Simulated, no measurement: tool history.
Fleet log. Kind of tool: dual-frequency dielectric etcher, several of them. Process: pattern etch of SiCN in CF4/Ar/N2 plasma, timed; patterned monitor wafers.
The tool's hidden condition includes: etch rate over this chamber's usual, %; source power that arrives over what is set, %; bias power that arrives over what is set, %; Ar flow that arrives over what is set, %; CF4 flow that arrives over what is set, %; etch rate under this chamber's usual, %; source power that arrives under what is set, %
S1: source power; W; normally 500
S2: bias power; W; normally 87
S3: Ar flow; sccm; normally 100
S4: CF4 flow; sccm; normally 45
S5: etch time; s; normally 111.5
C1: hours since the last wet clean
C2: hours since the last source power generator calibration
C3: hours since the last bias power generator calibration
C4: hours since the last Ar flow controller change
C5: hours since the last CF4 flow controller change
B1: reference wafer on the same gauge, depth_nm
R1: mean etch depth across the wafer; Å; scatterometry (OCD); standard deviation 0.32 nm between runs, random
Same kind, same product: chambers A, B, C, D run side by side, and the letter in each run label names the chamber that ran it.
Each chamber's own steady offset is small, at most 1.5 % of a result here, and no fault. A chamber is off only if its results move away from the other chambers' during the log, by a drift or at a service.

run	hour	S1	S2	S3	S4	S5	C1	C2	C3	C4	C5	B1	R1
1D	6.8	500	87	100	45	111.5	75.2	2044.5	688.1	1417.4	420.9	85.977	1051.7
2C	10.2	500	87	100	45	111.5	529.5	919.9	401.9	380.2	714.4	86.023	1042.0
3B	15.2	500	87	100	45	111.5	557.0	957.5	81.9	3292.4	3308.2	85.952	1044.5
4A	21.2	500	87	100	45	111.5	400.0	931.5	411.9	1589.4	2217.9	85.968	1062.0
5B	26.7	500	87	100	45	111.5	568.5	969.0	93.4	3303.9	3319.7	86.018	1050.3
6A	34.2	500	87	93	45	130.5	413.0	944.5	424.9	1602.4	2230.9	86.060	1251.3
# hour 38.4: chamber B: wet clean of the chamber
7D	39.8	500	87	93	45	130.5	108.2	2077.5	721.1	1450.4	453.9	86.043	1235.6
8C	45.6	500	87	93	45	130.5	564.9	955.3	437.3	415.6	749.8	85.993	1232.6
# hour 50.1: chamber B: Ar flow controller replaced
9D	50.2	500	87	93	45	130.5	118.6	2087.9	731.5	1460.8	464.3	85.968	1244.9
# hour 54.0: chamber C: wet clean of the chamber
10C	55.1	500	87	100	45	111.5	1.1	964.8	446.8	425.1	759.3	86.003	1038.6
11A	61.7	500	87	100	45	111.5	440.5	972.0	452.4	1629.9	2258.4	85.885	1058.8
12B	65.2	500	87	100	45	111.5	26.9	1007.5	131.9	15.1	3358.2	86.026	1060.1
13A	70.6	500	87	100	45	111.5	449.4	980.9	461.3	1638.8	2267.3	86.020	1060.7
14D	77.8	500	87	100	45	111.5	146.2	2115.5	759.1	1488.4	491.9	85.993	1046.5
15C	83.8	500	87	100	45	111.5	29.8	993.5	475.5	453.8	788.0	86.056	1041.4
16B	90.1	560	87	100	45	111.5	51.8	1032.4	156.8	40.0	3383.1	86.013	1152.0
17C	96.9	560	87	100	45	111.5	42.9	1006.6	488.6	466.9	801.1	85.915	1151.5
18A	101.9	560	87	100	45	111.5	480.7	1012.2	492.6	1670.1	2298.6	85.996	1167.8
19D	106.8	560	87	100	45	111.5	175.2	2144.5	788.1	1517.4	520.9	85.969	1159.7
20B	111.9	500	87	100	45	111.5	73.6	1054.2	178.6	61.8	3404.9	85.947	1025.9
21C	118.4	500	87	100	45	111.5	64.4	1028.1	510.1	488.4	822.6	86.038	1045.0
22A	123.2	500	87	100	45	111.5	502.0	1033.5	513.9	1691.4	2319.9	86.092	1049.4
23B	127.8	500	87	100	45	111.5	89.5	1070.1	194.5	77.7	3420.8	85.955	1024.7
24D	131.9	500	87	100	45	111.5	200.3	2169.6	813.2	1542.5	546.0	86.014	1051.7
25A	136.3	500	87	100	45	111.5	515.1	1046.6	527.0	1704.5	2333.0	86.008	1057.5
26D	142.6	500	87	100	45	111.5	211.0	2180.3	823.9	1553.2	556.7	86.023	1045.5
27B	150.0	500	87	100	45	111.5	111.7	1092.3	216.7	99.9	3443.0	85.965	1010.5

Is one chamber out of step, is the gauge drifting, or do the chambers differ by no more than their own small offsets? For an off chamber, give its letter and the likeliest cause.

One chamber, B, drifts off from the rest bit by bit.
Most likely cause: source power that arrives under what is set, % = 4.83.
The log may not separate it from: etch rate under this chamber's usual, %.

Which of the 4 candidates below, each the usual settings with something changed and its results left as question marks, puts chamber B back in line with what the other chambers give on the usual settings?
A result is in line if it is within this distance of the other chambers' mean on the usual settings: R1 11.00 Å
28B-1	155.5	490	87	100	45	109.5							?
28B-2	155.5	510	88	99	45	117.5							?
28B-3	155.5	500	88	100	45	115.5							?
28B-4	155.5	460	87	100	45	111.5							?

On the usual settings, the other chambers give on average: R1 1049.60 Å
run	R1
28B-1	976.14
28B-2	1091.50
28B-3	1052.70
28B-4	940.26
28B-3 is the one that brings the chamber's results back in line with the other chambers.
